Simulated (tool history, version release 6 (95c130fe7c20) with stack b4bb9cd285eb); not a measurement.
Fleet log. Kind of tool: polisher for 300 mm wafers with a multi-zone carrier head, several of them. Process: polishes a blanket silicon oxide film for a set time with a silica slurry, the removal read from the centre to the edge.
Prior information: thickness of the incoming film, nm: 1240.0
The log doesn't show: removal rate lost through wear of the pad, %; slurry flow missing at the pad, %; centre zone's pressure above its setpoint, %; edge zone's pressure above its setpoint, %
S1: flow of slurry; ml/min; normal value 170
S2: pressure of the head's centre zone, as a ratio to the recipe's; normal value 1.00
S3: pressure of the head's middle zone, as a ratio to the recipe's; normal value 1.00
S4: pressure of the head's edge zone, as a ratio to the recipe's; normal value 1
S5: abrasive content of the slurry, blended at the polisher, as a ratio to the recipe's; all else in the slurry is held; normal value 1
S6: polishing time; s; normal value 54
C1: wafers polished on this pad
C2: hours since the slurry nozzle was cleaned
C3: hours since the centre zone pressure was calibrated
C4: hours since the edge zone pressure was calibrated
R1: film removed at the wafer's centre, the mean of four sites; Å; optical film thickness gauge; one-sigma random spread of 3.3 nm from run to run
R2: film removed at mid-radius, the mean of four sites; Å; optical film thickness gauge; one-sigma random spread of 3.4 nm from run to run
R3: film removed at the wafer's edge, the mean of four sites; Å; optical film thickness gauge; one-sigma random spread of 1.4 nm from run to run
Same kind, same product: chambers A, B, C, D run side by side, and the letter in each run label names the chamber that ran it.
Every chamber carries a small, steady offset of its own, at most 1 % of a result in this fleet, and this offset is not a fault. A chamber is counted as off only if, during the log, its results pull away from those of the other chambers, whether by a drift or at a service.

| run | hour | S1 | S2 | S3 | S4 | S5 | S6 | C1 | C2 | C3 | C4 | R1 | R2 | R3 |
|---|---|---|---|---|---|---|---|---|---|---|---|---|---|---|
| 1C | 14.3 | 170 | 1.00 | 1.00 | 1 | 1 | 54 | 300 | 158.2 | 364.7 | 333.6 | 2314.2 | 2283.6 | 2360.3 |
| 2B | 22.4 | 170 | 1.00 | 1.00 | 1 | 1 | 54 | 421 | 331.2 | 442.1 | 43.7 | 2310.9 | 2331.9 | 2336.5 |
|  | 24.8 | chamber B: centre zone pressure recalibrated |
| 3D | 29.2 | 170 | 1.00 | 1.00 | 1 | 1 | 54 | 894 | 616.6 | 114.5 | 950.6 | 2347.7 | 2297.1 | 2333.6 |
| 4A | 41.0 | 170 | 1.00 | 1.00 | 1 | 1 | 54 | 641 | 72.9 | 387.8 | 619.1 | 2386.1 | 2382.3 | 2340.5 |
|  | 49.1 | chamber D: worn pad replaced by a new one |
| 5C | 51.7 | 170 | 1.00 | 1.00 | 1 | 1 | 54 | 768 | 195.6 | 402.1 | 371.0 | 2334.1 | 2316.9 | 2330.1 |
|  | 61.3 | chamber B: slurry nozzle cleaned |
| 6B | 63.4 | 170 | 1.00 | 1.00 | 1 | 1 | 54 | 934 | 2.2 | 38.7 | 84.7 | 2332.4 | 2342.6 | 2342.6 |
|  | 67.1 | chamber A: worn pad replaced by a new one |
|  | 75.0 | chamber C: worn pad replaced by a new one |
|  | 77.5 | chamber B: worn pad replaced by a new one |
| 7A | 77.9 | 170 | 1.00 | 1.00 | 1 | 1 | 54 | 136 | 109.8 | 424.7 | 656.0 | 2423.7 | 2323.8 | 2355.5 |
| 8D | 86.4 | 170 | 1.07 | 1.00 | 1 | 1 | 54 | 466 | 673.8 | 171.7 | 1007.8 | 2603.0 | 2353.6 | 2329.8 |
| 9C | 101.2 | 170 | 1.07 | 1.00 | 1 | 1 | 54 | 328 | 245.1 | 451.6 | 420.5 | 2561.8 | 2277.7 | 2337.9 |
|  | 101.7 | chamber C: edge zone pressure recalibrated |
|  | 106.8 | chamber A: centre zone pressure recalibrated |
| 10D | 109.5 | 170 | 1.07 | 1.00 | 1 | 1 | 54 | 755 | 696.9 | 194.8 | 1030.9 | 2491.7 | 2334.8 | 2350.6 |
|  | 117.0 | chamber C: centre zone pressure recalibrated |
| 11A | 117.1 | 170 | 1.07 | 1.00 | 1 | 1 | 54 | 626 | 149.0 | 10.4 | 695.2 | 2464.2 | 2379.6 | 2359.7 |
|  | 125.5 | chamber D: worn pad replaced by a new one |
| 12B | 131.6 | 170 | 1.00 | 1.00 | 1 | 1 | 54 | 676 | 70.4 | 106.9 | 152.9 | 2396.8 | 2311.5 | 2348.6 |
| 13A | 143.9 | 170 | 1.00 | 1.00 | 1 | 1 | 54 | 961 | 175.8 | 37.2 | 722.0 | 2332.8 | 2319.3 | 2341.4 |
|  | 146.1 | chamber A: worn pad replaced by a new one |
| 14B | 151.2 | 170 | 1.00 | 1.00 | 1 | 1 | 54 | 922 | 90.0 | 126.5 | 172.5 | 2298.9 | 2359.6 | 2325.1 |
|  | 153.5 | chamber D: edge zone pressure recalibrated |
| 15D | 159.4 | 170 | 1.00 | 1.00 | 1 | 1 | 54 | 424 | 746.8 | 244.7 | 5.9 | 2310.6 | 2339.3 | 2356.9 |
| 16C | 166.5 | 170 | 1.00 | 1.00 | 1 | 1 | 54 | 1145 | 310.4 | 49.6 | 64.9 | 2269.2 | 2378.3 | 2333.4 |
|  | 170.3 | chamber C: worn pad replaced by a new one |
|  | 173.7 | chamber B: worn pad replaced by a new one |
| 17A | 180.5 | 170 | 1.00 | 1.00 | 1 | 1 | 54 | 431 | 212.4 | 73.8 | 758.6 | 2320.2 | 2352.7 | 2349.9 |
|  | 187.5 | chamber C: slurry nozzle cleaned |
| 18B | 194.8 | 170 | 1.00 | 1.00 | 1 | 1 | 54 | 264 | 133.6 | 170.1 | 216.1 | 2289.2 | 2409.5 | 2330.1 |
| 19C | 207.6 | 170 | 1.00 | 1.00 | 1 | 1 | 54 | 466 | 20.1 | 90.7 | 106.0 | 2297.9 | 2298.5 | 2341.0 |
|  | 208.6 | chamber D: worn pad replaced by a new one |
| 20D | 222.4 | 170 | 1.00 | 1.00 | 1 | 1 | 72 | 173 | 809.8 | 307.7 | 68.9 | 3077.3 | 3034.7 | 3130.4 |
| 21A | 235.2 | 170 | 1.00 | 1.00 | 1 | 1 | 72 | 1115 | 267.1 | 128.5 | 813.3 | 3221.8 | 3158.1 | 3123.7 |
|  | 238.5 | chamber D: slurry nozzle cleaned |
|  | 243.7 | chamber A: worn pad replaced by a new one |
| 22D | 244.2 | 170 | 1.00 | 1.00 | 1 | 1 | 72 | 446 | 5.8 | 329.5 | 90.7 | 3159.8 | 3028.2 | 3141.0 |
| 23C | 254.1 | 170 | 1.00 | 1.00 | 1 | 1 | 72 | 1048 | 66.6 | 137.2 | 152.5 | 3086.9 | 3061.9 | 3156.7 |
|  | 254.2 | chamber C: worn pad replaced by a new one |
| 24B | 262.0 | 170 | 1.00 | 0.93 | 1 | 1 | 54 | 1105 | 200.8 | 237.3 | 283.3 | 2334.6 | 2222.2 | 2311.7 |
|  | 269.3 | chamber B: worn pad replaced by a new one |
| 25D | 270.4 | 170 | 1.00 | 0.93 | 1 | 1 | 54 | 774 | 32.0 | 355.7 | 116.9 | 2396.3 | 2177.2 | 2342.5 |
| 26C | 283.1 | 170 | 1.00 | 0.93 | 1 | 1 | 54 | 362 | 95.6 | 166.2 | 181.5 | 2367.6 | 2170.6 | 2345.3 |
|  | 293.9 | chamber D: worn pad replaced by a new one |
| 27A | 295.3 | 170 | 1.00 | 0.93 | 1 | 1 | 54 | 645 | 327.2 | 188.6 | 873.4 | 2349.4 | 2129.4 | 2333.5 |
| 28B | 308.0 | 150 | 1.00 | 1.00 | 1 | 1 | 54 | 485 | 246.8 | 283.3 | 329.3 | 2295.2 | 2284.8 | 2299.9 |
| 29D | 315.8 | 150 | 1.00 | 1.00 | 1 | 1 | 54 | 274 | 77.4 | 401.1 | 162.3 | 2363.0 | 2273.4 | 2287.7 |
| 30A | 323.0 | 150 | 1.00 | 1.00 | 1 | 1 | 54 | 991 | 354.9 | 216.3 | 901.1 | 2337.9 | 2312.0 | 2311.8 |
| 31B | 330.9 | 150 | 1.00 | 1.00 | 1 | 1 | 54 | 771 | 269.7 | 306.2 | 352.2 | 2232.7 | 2306.0 | 2282.6 |
|  | 338.0 | chamber C: worn pad replaced by a new one |
|  | 343.2 | chamber A: worn pad replaced by a new one |
| 32C | 345.2 | 170 | 1.00 | 1.00 | 1 | 1 | 54 | 91 | 157.7 | 228.3 | 243.6 | 2370.5 | 2324.3 | 2315.2 |
| 33A | 352.7 | 170 | 1.00 | 1.00 | 1 | 1 | 54 | 119 | 384.6 | 246.0 | 930.8 | 2299.6 | 2333.9 | 2351.8 |
| 34C | 362.9 | 170 | 1.00 | 1.00 | 1 | 1 | 54 | 312 | 175.4 | 246.0 | 261.3 | 2318.7 | 2350.2 | 2347.9 |
|  | 372.5 | chamber D: worn pad replaced by a new one |
| 35D | 376.3 | 170 | 1.00 | 1.00 | 1 | 1 | 54 | 48 | 137.9 | 461.6 | 222.8 | 2477.1 | 2390.5 | 2348.6 |
|  | 381.0 | chamber B: worn pad replaced by a new one |
| 36B | 384.3 | 170 | 1.00 | 1.00 | 1 | 1 | 54 | 41 | 323.1 | 359.6 | 405.6 | 2337.3 | 2370.1 | 2322.5 |
| 37C | 390.9 | 170 | 1.00 | 1.00 | 1 | 1 | 54 | 662 | 203.4 | 274.0 | 289.3 | 2309.9 | 2265.9 | 2358.1 |
| 38D | 398.2 | 170 | 1.00 | 1.00 | 1 | 1 | 54 | 322 | 159.8 | 483.5 | 244.7 | 2590.0 | 2286.9 | 2350.3 |
| 39B | 410.1 | 170 | 1.00 | 1.00 | 1 | 1 | 54 | 364 | 348.9 | 385.4 | 431.4 | 2285.8 | 2330.2 | 2330.9 |
| 40A | 419.7 | 170 | 1.00 | 1.00 | 1 | 1 | 54 | 956 | 451.6 | 313.0 | 997.8 | 2412.6 | 2358.1 | 2358.7 |
|  | 421.9 | chamber A: worn pad replaced by a new one |
| 41A | 432.3 | 170 | 1.00 | 1.00 | 1 | 1 | 54 | 130 | 464.2 | 325.6 | 1010.4 | 2351.1 | 2390.5 | 2312.2 |
|  | 438.5 | chamber C: worn pad replaced by a new one |
| 42C | 442.7 | 170 | 0.95 | 1.00 | 1 | 1 | 54 | 53 | 255.2 | 325.8 | 341.1 | 2149.9 | 2313.3 | 2351.8 |

Is one chamber out of step, is the gauge drifting, or do the chambers differ by no more than their own small offsets? For an off chamber, give its letter and the likeliest cause.

One chamber, D, drifts off from the rest bit by bit.
Most likely cause: centre zone's pressure above its setpoint, % = 9.48.

Which of the 4 candidates below, each the usual settings with something changed and its results left as question marks, puts chamber D back in line with what the other chambers give on the usual settings?
In line means no further than this from the other chambers' mean on the usual settings: R1 120.0 Å; R2 120.0 Å; R3 51.0 Å
| 43D-1 | 453.5 | 160 | 0.86 | 1.04 | 1.04 | 1 | 53 |  |  |  |  | ? | ? | ? |
| 43D-2 | 453.5 | 180 | 1.15 | 0.96 | 0.96 | 1 | 55 |  |  |  |  | ? | ? | ? |
| 43D-3 | 453.5 | 175 | 1.07 | 0.98 | 0.98 | 1 | 54 |  |  |  |  | ? | ? | ? |
| 43D-4 | 453.5 | 165 | 0.93 | 1.02 | 1.02 | 1 | 54 |  |  |  |  | ? | ? | ? |

Mean of the other chambers on the usual settings: R1 2339.7 Å; R2 2342.3 Å; R3 2344.5 Å
| run | R1 | R2 | R3 |
|---|---|---|---|
| 43D-1 | 2126.3 | 2358.7 | 2329.3 |
| 43D-2 | 3098.2 | 2319.4 | 2354.5 |
| 43D-3 | 2799.6 | 2310.3 | 2328.1 |
| 43D-4 | 2376.0 | 2373.3 | 2358.9 |
The right change is 43D-4: it brings the chamber back within the allowed miss of the others.
